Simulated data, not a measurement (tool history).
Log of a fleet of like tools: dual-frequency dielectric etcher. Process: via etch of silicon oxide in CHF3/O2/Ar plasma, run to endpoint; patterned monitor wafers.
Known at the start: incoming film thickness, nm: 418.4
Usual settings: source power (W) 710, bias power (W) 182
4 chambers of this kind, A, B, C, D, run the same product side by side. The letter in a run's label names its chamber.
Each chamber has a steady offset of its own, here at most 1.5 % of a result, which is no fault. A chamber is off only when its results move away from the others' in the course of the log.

run,hour,source power (W),bias power (W),endpoint time (s)
1A,6.7,710,182,194.59
2B,17.8,710,182,196.6
3D,27.6,710,182,199.51
4C,37.3,710,182,199.71
5A,48.7,710,182,197.32
6D,60,710,182,195.82
7C,69,710,217,190.28
8B,80.7,710,217,186.46
9D,92.1,710,217,186.27
# hour 94.9: chamber A: wet clean of the chamber
10A,98.6,710,217,186.76
11C,109.5,710,182,201.68
12B,119.4,880,199,175.79
13C,128.1,880,199,180
14A,138.6,880,199,174.78
15B,150.7,880,199,178.36
16D,159.2,710,182,196.07
17C,165.5,710,182,197.79
18D,173.6,710,182,195.94
19A,185.5,710,182,195.29
20B,192.1,710,182,201.69
# hour 193.2: chamber C: wet clean of the chamber
21A,197.4,710,182,197.28
22D,208.4,710,182,198.85
23B,217.4,710,182,198.64
24C,226.5,710,182,198.17
25C,232.4,710,182,199.7
26A,243.4,710,226,180.78
27D,255.5,710,226,185.07
28B,261.4,710,226,190.36
29A,272.2,710,226,180.43
30B,280.7,710,182,205.42
31D,291.1,710,182,198.84
32C,302.2,710,182,199.5
33A,309.6,710,182,194.59
34C,316.6,710,182,200.38
35D,328.4,880,168,189.49
36B,340.2,880,168,194.66
37B,350,880,168,190.99
38D,357.3,880,168,189.15
39C,364.8,710,224,185.52
40A,376.7,710,224,181.4
41B,383.3,710,224,193.68
42D,394.6,710,224,183.87
43C,403.3,710,182,200.13
44A,412.9,710,182,195.71

Next, every chamber runs the same settings. What will each give?
45A,421.6,710,182,?
45B,421.6,710,182,?
45C,421.6,710,182,?
45D,421.6,710,182,?

run,endpoint time (s)
45A,198.11
45B,206.07
45C,199.71
45D,197.41
